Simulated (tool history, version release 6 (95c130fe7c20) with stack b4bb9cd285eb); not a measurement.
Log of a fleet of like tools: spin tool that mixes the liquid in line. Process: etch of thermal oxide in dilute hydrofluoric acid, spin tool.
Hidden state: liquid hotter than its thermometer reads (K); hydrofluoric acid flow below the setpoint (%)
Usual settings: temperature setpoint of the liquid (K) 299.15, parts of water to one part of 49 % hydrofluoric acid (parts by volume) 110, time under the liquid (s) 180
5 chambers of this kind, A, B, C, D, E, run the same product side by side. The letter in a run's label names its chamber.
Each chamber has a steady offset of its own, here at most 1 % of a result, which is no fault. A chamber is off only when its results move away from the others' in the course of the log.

run,hour,temperature setpoint of the liquid (K),parts of water to one part of 49 % hydrofluoric acid (parts by volume),time under the liquid (s),hours since the thermometer was replaced,hours since the hydrofluoric acid flow meter was replaced,"read-back film thickness of the thermal oxide reference wafer, read on the same gauge (nm)",thickness taken off the thermal oxide on a monitor wafer (nm)
1D,11.4,299.15,110,180,987.6,589.7,69.988,8.0953
2E,19.8,299.15,110,180,1459,1265.8,70.006,8.0715
3A,29.6,299.15,110,180,1391,241.7,69.978,8.246
4B,36.3,299.15,110,180,41.7,929.7,69.995,8.1754
5C,43.2,299.15,155,180,523.3,421.5,70.004,5.4956
6E,52.8,299.15,155,180,1492,1298.8,69.98,5.4718
7D,59.7,299.15,155,180,1035.9,638,70.012,5.4829
# hour 65.3: chamber C: hydrofluoric acid flow meter replaced
8B,67.5,299.15,155,180,72.9,960.9,69.998,5.3676
9A,72.9,299.15,155,180,1434.3,285,69.975,5.5343
10C,83.8,299.15,60,180,563.9,18.6,69.997,16.266
11B,92.3,299.15,60,180,97.7,985.7,69.998,15.962
12E,100.8,299.15,60,180,1540,1346.8,69.982,15.877
13A,109.8,299.15,60,180,1471.2,321.9,70.028,15.891
14C,120.3,299.15,60,180,600.4,55.1,70.029,15.921
15D,129.5,299.15,110,180,1105.7,707.8,70.02,8.1837
16E,138,295.65,110,80,1577.2,1384,70.014,3.0956
17D,147.1,295.65,110,80,1123.3,725.4,70.012,3.1658
# hour 154: chamber C: thermometer replaced
18C,157.2,295.65,110,80,3.2,92,69.969,3.182
19B,168.5,295.65,110,80,173.9,1061.9,70.018,3.1578
20A,179.6,295.65,110,80,1541,391.7,69.954,3.1418
21D,186.2,299.15,110,180,1162.4,764.5,69.974,8.2593
22E,196.7,299.15,110,180,1635.9,1442.7,69.936,7.8569
23A,204.8,299.15,110,180,1566.2,416.9,70.026,8.1596
24B,214.7,299.15,110,180,220.1,1108.1,69.998,8.0484
25C,221.5,299.15,110,180,67.5,156.3,70.018,8.16
26E,232.3,299.15,110,180,1671.5,1478.3,70.003,7.8924
27D,242.5,299.15,110,180,1218.7,820.8,70.05,8.018
28C,248.7,299.15,110,180,94.7,183.5,69.993,8.217
29B,257.5,299.15,110,180,262.9,1150.9,70.023,8.143
30A,268.7,299.15,110,180,1630.1,480.8,69.996,8.048
31D,274.3,299.15,110,180,1250.5,852.6,69.947,8.0858
32A,279.4,299.15,110,180,1640.8,491.5,69.983,8.1997
33C,290.4,299.15,110,180,136.4,225.2,69.972,8.1053
34E,299.6,299.15,110,180,1738.8,1545.6,70.003,7.4861
35B,311,299.15,110,180,316.4,1204.4,70.009,8.0646
36D,320.7,299.15,110,180,1296.9,899,70.006,8.02

Is one chamber off against the others, does the gauge drift, or is nothing wrong? If a chamber is off, say which, and what the likeliest cause is.

Chamber E drifts away from the others.
Cause: hydrofluoric acid flow below the setpoint (%) = 7.7.
The log may not tell that from: liquid colder than its thermometer reads (K).

Here are 4 candidates for chamber E's next run, each the usual settings with a change, their results left as question marks. Which one brings its results back in line with what the others give on the usual settings?
In line means no further than this from the other chambers' mean on the usual settings: thickness taken off the thermal oxide on a monitor wafer (nm) 0.24
37E-1,328.8,303.65,110,180,,,,?
37E-2,328.8,301.65,110,180,,,,?
37E-3,328.8,294.65,110,180,,,,?
37E-4,328.8,299.15,115,175,,,,?

The other chambers' mean on the usual settings: thickness taken off the thermal oxide on a monitor wafer (nm) 8.1207
run,thickness taken off the thermal oxide on a monitor wafer (nm)
37E-1,8.7609
37E-2,8.144
37E-3,6.2363
37E-4,6.8585
37E-2 brings the chamber back in line.
